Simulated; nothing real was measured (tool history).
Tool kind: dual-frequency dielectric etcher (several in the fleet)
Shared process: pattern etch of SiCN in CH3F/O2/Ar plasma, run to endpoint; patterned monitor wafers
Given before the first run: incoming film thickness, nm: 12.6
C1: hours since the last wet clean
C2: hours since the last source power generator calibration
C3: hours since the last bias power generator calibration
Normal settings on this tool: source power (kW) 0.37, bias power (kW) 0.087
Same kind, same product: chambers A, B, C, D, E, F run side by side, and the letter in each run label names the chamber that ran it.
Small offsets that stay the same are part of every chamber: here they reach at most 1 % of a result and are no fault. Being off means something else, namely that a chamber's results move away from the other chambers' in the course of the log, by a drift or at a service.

Run 1E, day 0.412: usual settings; C1 196.5; C2 1278.4; C3 1500.7. Result: endpoint time (s) 32.242.
Run 2B, day 0.754: usual settings; C1 330.8; C2 1598.8; C3 607.1. Result: endpoint time (s) 32.121.
Run 3F, day 1.208: usual settings; C1 177.1; C2 1477.6; C3 2232.6. Result: endpoint time (s) 32.054.
Run 4A, day 1.567: usual settings; C1 148.2; C2 2062.3; C3 2256.4. Result: endpoint time (s) 32.131.
Run 5C, day 1.942: usual settings; C1 166.7; C2 1286.1; C3 3855.5. Result: endpoint time (s) 32.41.
Run 6D, day 2.258: usual settings; C1 167.4; C2 1494.4; C3 2645.1. Result: endpoint time (s) 32.415.
At day 2.421: chamber B: wet clean of the chamber.
Run 7C, day 2.65: usual settings; C1 183.7; C2 1303.1; C3 3872.5. Result: endpoint time (s) 32.049.
Run 8B, day 3.008: usual settings; C1 14.2; C2 1652.9; C3 661.2. Result: endpoint time (s) 32.155.
Run 9F, day 3.479: usual settings; C1 231.6; C2 1532.1; C3 2287.1. Result: endpoint time (s) 32.116.
Run 10D, day 3.858: usual settings; C1 205.8; C2 1532.8; C3 2683.5. Result: endpoint time (s) 32.342.
Run 11A, day 4.258: usual settings; C1 212.8; C2 2126.9; C3 2321. Result: endpoint time (s) 31.918.
Run 12E, day 4.692: usual settings; C1 299.2; C2 1381.1; C3 1603.4. Result: endpoint time (s) 32.465.
Run 13C, day 4.9: usual settings; C1 237.7; C2 1357.1; C3 3926.5. Result: endpoint time (s) 32.244.
Run 14B, day 5.167: usual settings but bias power (kW) 0.066; C1 66; C2 1704.7; C3 713. Result: endpoint time (s) 35.176.
Run 15F, day 5.604: usual settings but bias power (kW) 0.066; C1 282.6; C2 1583.1; C3 2338.1. Result: endpoint time (s) 35.771.
Run 16A, day 5.821: usual settings but bias power (kW) 0.066; C1 250.3; C2 2164.4; C3 2358.5. Result: endpoint time (s) 35.453.
Run 17D, day 6.033: usual settings but bias power (kW) 0.066; C1 258; C2 1585; C3 2735.7. Result: endpoint time (s) 35.996.
Run 18E, day 6.496: usual settings but bias power (kW) 0.066; C1 342.5; C2 1424.4; C3 1646.7. Result: endpoint time (s) 35.497.
Run 19E, day 6.738: usual settings but bias power (kW) 0.066; C1 348.3; C2 1430.2; C3 1652.5. Result: endpoint time (s) 35.658.
Run 20F, day 7.05: usual settings; C1 317.3; C2 1617.8; C3 2372.8. Result: endpoint time (s) 32.295.
Run 21A, day 7.3: usual settings; C1 285.8; C2 2199.9; C3 2394. Result: endpoint time (s) 32.042.
Run 22B, day 7.683: usual settings; C1 126.4; C2 1765.1; C3 773.4. Result: endpoint time (s) 31.63.
Run 23C, day 8: usual settings; C1 312.1; C2 1431.5; C3 4000.9. Result: endpoint time (s) 32.217.
Run 24D, day 8.412: usual settings; C1 315.1; C2 1642.1; C3 2792.8. Result: endpoint time (s) 33.089.
Run 25B, day 8.758: usual settings; C1 152.2; C2 1790.9; C3 799.2. Result: endpoint time (s) 32.071.
Run 26A, day 9.096: usual settings; C1 328.9; C2 2243; C3 2437.1. Result: endpoint time (s) 31.811.
At day 9.329: chamber E: wet clean of the chamber.
Run 27E, day 9.554: usual settings; C1 5.5; C2 1497.8; C3 1720.1. Result: endpoint time (s) 31.93.
Run 28C, day 9.779: usual settings; C1 354.8; C2 1474.2; C3 4043.6. Result: endpoint time (s) 32.229.
Run 29F, day 10.104: usual settings; C1 390.6; C2 1691.1; C3 2446.1. Result: endpoint time (s) 32.255.
Run 30D, day 10.329: usual settings; C1 361.1; C2 1688.1; C3 2838.8. Result: endpoint time (s) 33.026.
Run 31D, day 10.692: usual settings; C1 369.8; C2 1696.8; C3 2847.5. Result: endpoint time (s) 33.241.
Run 32A, day 10.942: usual settings; C1 373.2; C2 2287.3; C3 2481.4. Result: endpoint time (s) 32.214.
Run 33F, day 11.25: usual settings; C1 418.1; C2 1718.6; C3 2473.6. Result: endpoint time (s) 32.159.
At day 11.329: chamber C: wet clean of the chamber.
Run 34C, day 11.671: usual settings; C1 8.2; C2 1519.6; C3 4089. Result: endpoint time (s) 32.152.
Run 35E, day 11.992: usual settings; C1 64; C2 1556.3; C3 1778.6. Result: endpoint time (s) 31.998.
Run 36B, day 12.383: usual settings; C1 239.2; C2 1877.9; C3 886.2. Result: endpoint time (s) 31.884.
Run 37F, day 12.712: usual settings; C1 453.2; C2 1753.7; C3 2508.7. Result: endpoint time (s) 32.041.
Run 38C, day 13.062: usual settings; C1 41.6; C2 1553; C3 4122.4. Result: endpoint time (s) 32.187.

For the next run the whole fleet of 6 chambers uses the same settings. Give each chamber's results:
Run 39A, day 13.4: usual settings. Result: endpoint time (s) ?.
Run 39B, day 13.4: usual settings. Result: endpoint time (s) ?.
Run 39C, day 13.4: usual settings. Result: endpoint time (s) ?.
Run 39D, day 13.4: usual settings. Result: endpoint time (s) ?.
Run 39E, day 13.4: usual settings. Result: endpoint time (s) ?.
Run 39F, day 13.4: usual settings. Result: endpoint time (s) ?.

run  endpoint time (s)
39A             32.086
39B             32.038
39C             32.346
39D             33.413
39E             32.259
39F             32.012
